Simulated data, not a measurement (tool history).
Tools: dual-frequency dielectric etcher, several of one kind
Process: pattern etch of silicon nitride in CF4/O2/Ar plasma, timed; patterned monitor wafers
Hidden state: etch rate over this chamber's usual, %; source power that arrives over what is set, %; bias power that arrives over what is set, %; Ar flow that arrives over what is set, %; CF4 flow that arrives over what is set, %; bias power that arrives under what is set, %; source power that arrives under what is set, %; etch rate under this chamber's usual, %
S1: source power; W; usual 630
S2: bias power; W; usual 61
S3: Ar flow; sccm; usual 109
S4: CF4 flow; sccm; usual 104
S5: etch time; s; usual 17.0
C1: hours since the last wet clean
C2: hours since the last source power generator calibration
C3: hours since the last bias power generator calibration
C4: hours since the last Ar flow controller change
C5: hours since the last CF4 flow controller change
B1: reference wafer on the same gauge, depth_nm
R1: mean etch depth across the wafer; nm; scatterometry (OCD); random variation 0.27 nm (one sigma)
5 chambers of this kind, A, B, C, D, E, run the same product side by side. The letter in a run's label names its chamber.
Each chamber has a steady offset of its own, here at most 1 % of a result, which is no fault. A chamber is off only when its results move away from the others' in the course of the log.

run	day	S1	S2	S3	S4	S5	C1	C2	C3	C4	C5	B1	R1
1D	0.254	630	61	109	104	17.0	362.8	1089.2	3019.9	4730.2	131.0	36.559	42.626
2B	0.596	630	61	109	104	17.0	86.7	1412.4	3842.3	727.3	5048.5	36.657	41.806
3C	1.008	630	61	109	104	17.0	459.4	3078.2	1126.0	1790.1	861.1	36.612	41.962
4E	1.458	630	61	109	104	17.0	185.7	1867.6	1230.5	2631.1	750.5	36.638	42.031
5A	1.808	630	61	109	104	17.0	426.4	2783.7	701.3	1982.8	3282.2	36.634	42.165
6E	2.133	630	61	109	104	17.0	201.9	1883.8	1246.7	2647.3	766.7	36.669	42.226
7D	2.412	630	61	119	117	17.0	414.6	1141.0	3071.7	4782.0	182.8	36.582	42.360
8C	2.746	630	61	119	117	17.0	501.1	3119.9	1167.7	1831.8	902.8	36.589	42.381
9A	3.100	630	61	119	117	17.0	457.4	2814.7	732.3	2013.8	3313.2	36.623	42.285
10B	3.392	630	61	119	117	17.0	153.8	1479.5	3909.4	794.4	5115.6	36.561	41.873
# day 3.475: chamber D: wet clean of the chamber
11C	3.688	630	61	119	117	17.0	523.7	3142.5	1190.3	1854.4	925.4	36.625	42.410
12D	3.971	630	61	109	104	17.0	11.9	1178.4	3109.1	4819.4	220.2	36.614	42.496
13E	4.383	630	61	109	104	17.0	255.9	1937.8	1300.7	2701.3	820.7	36.636	42.800
14B	4.712	490	54	109	104	17.0	185.5	1511.2	3941.1	826.1	5147.3	36.572	32.493
# day 4.892: chamber C: wet clean of the chamber
15A	4.992	490	54	109	104	17.0	502.8	2860.1	777.7	2059.2	3358.6	36.587	32.594
16B	5.417	490	54	109	104	17.0	202.4	1528.1	3958.0	843.0	5164.2	36.586	31.955
17C	5.833	490	54	109	104	17.0	22.6	3194.0	1241.8	1905.9	976.9	36.601	32.081
18A	6.142	490	54	109	104	17.0	530.4	2887.7	805.3	2086.8	3386.2	36.596	32.258
19E	6.442	630	61	109	104	17.0	305.3	1987.2	1350.1	2750.7	870.1	36.584	42.435
20D	6.754	630	61	109	104	17.0	78.7	1245.2	3175.9	4886.2	287.0	36.554	41.971
21E	7.054	630	61	109	104	19.5	320.0	2001.9	1364.8	2765.4	884.8	36.651	48.701
22B	7.338	630	61	109	104	19.5	248.5	1574.2	4004.1	889.1	5210.3	36.671	48.489
# day 7.588: chamber C: source power generator calibrated
23D	7.754	630	61	109	104	19.5	102.7	1269.2	3199.9	4910.2	311.0	36.597	48.838
24A	8.079	630	61	109	104	19.5	576.9	2934.2	851.8	2133.3	3432.7	36.640	48.481
25C	8.500	630	61	109	104	19.5	86.6	21.9	1305.8	1969.9	1040.9	36.671	46.069
# day 8.542: chamber E: source power generator calibrated
26B	8.883	630	61	109	104	17.0	285.6	1611.3	4041.2	926.2	5247.4	36.536	42.015
27A	9.150	630	61	109	104	17.0	602.6	2959.9	877.5	2159.0	3458.4	36.541	42.275
28C	9.492	710	61	109	104	17.0	110.4	45.7	1329.6	1993.7	1064.7	36.560	45.251
# day 9.629: chamber E: Ar flow controller replaced
29D	9.925	710	61	109	104	17.0	154.8	1321.3	3252.0	4962.3	363.1	36.606	47.198
# day 10.150: chamber E: wet clean of the chamber
30E	10.162	710	61	109	104	17.0	0.4	39.0	1439.4	12.9	959.4	36.585	47.348
31D	10.596	710	61	109	104	17.0	170.9	1337.4	3268.1	4978.4	379.2	36.601	47.294
32C	10.904	710	61	109	104	17.0	144.3	79.6	1363.5	2027.6	1098.6	36.611	45.213
# day 11.117: chamber B: wet clean of the chamber
33E	11.208	700	61	109	104	17.0	25.5	64.1	1464.5	38.0	984.5	36.618	46.598
34A	11.625	700	61	109	104	17.0	662.0	3019.3	936.9	2218.4	3517.8	36.666	45.891
35B	11.892	700	61	109	104	17.0	18.7	1683.5	4113.4	998.4	5319.6	36.603	45.557
# day 12.338: chamber B: bias power generator calibrated
36E	12.346	700	61	109	104	17.0	52.8	91.4	1491.8	65.3	1011.8	36.614	46.017
# day 12.733: chamber B: CF4 flow controller replaced
37B	12.746	700	61	109	104	17.0	39.2	1704.0	9.9	1018.9	0.3	36.586	46.245
# day 12.912: chamber A: wet clean of the chamber
38A	13.121	630	61	109	104	17.0	5.1	3055.2	972.8	2254.3	3553.7	36.573	41.896
39C	13.362	480	61	109	104	17.0	203.3	138.6	1422.5	2086.6	1157.6	36.652	32.066
40D	13.804	480	61	109	104	17.0	247.9	1414.4	3345.1	5055.4	456.2	36.604	33.351
41B	14.142	480	61	109	104	17.0	72.7	1737.5	43.4	1052.4	33.8	36.632	33.396

What goes on in this fleet: one chamber off, a drifting gauge, or nothing beyond the chambers' own small offsets? Name the chamber and the cause, if any.

A service left chamber C off against the others.
Cause: source power that arrives under what is set, % = 4.06.

Here are 4 candidates for chamber C's next run, each the usual settings with a change, their results left as question marks. Which one brings its results back in line with what the others give on the usual settings?
In line means no further than this from the other chambers' mean on the usual settings: R1 0.940 nm
42C-1	14.467	570	61	109	103	17.0							?
42C-2	14.467	630	60	109	104	16.5							?
42C-3	14.467	660	61	108	105	17.0							?
42C-4	14.467	650	61	109	104	18.0							?

The other chambers' mean on the usual settings: R1 42.249 nm
run	R1
42C-1	36.953
42C-2	38.962
42C-3	42.174
42C-4	43.961
42C-3 brings the chamber back in line.
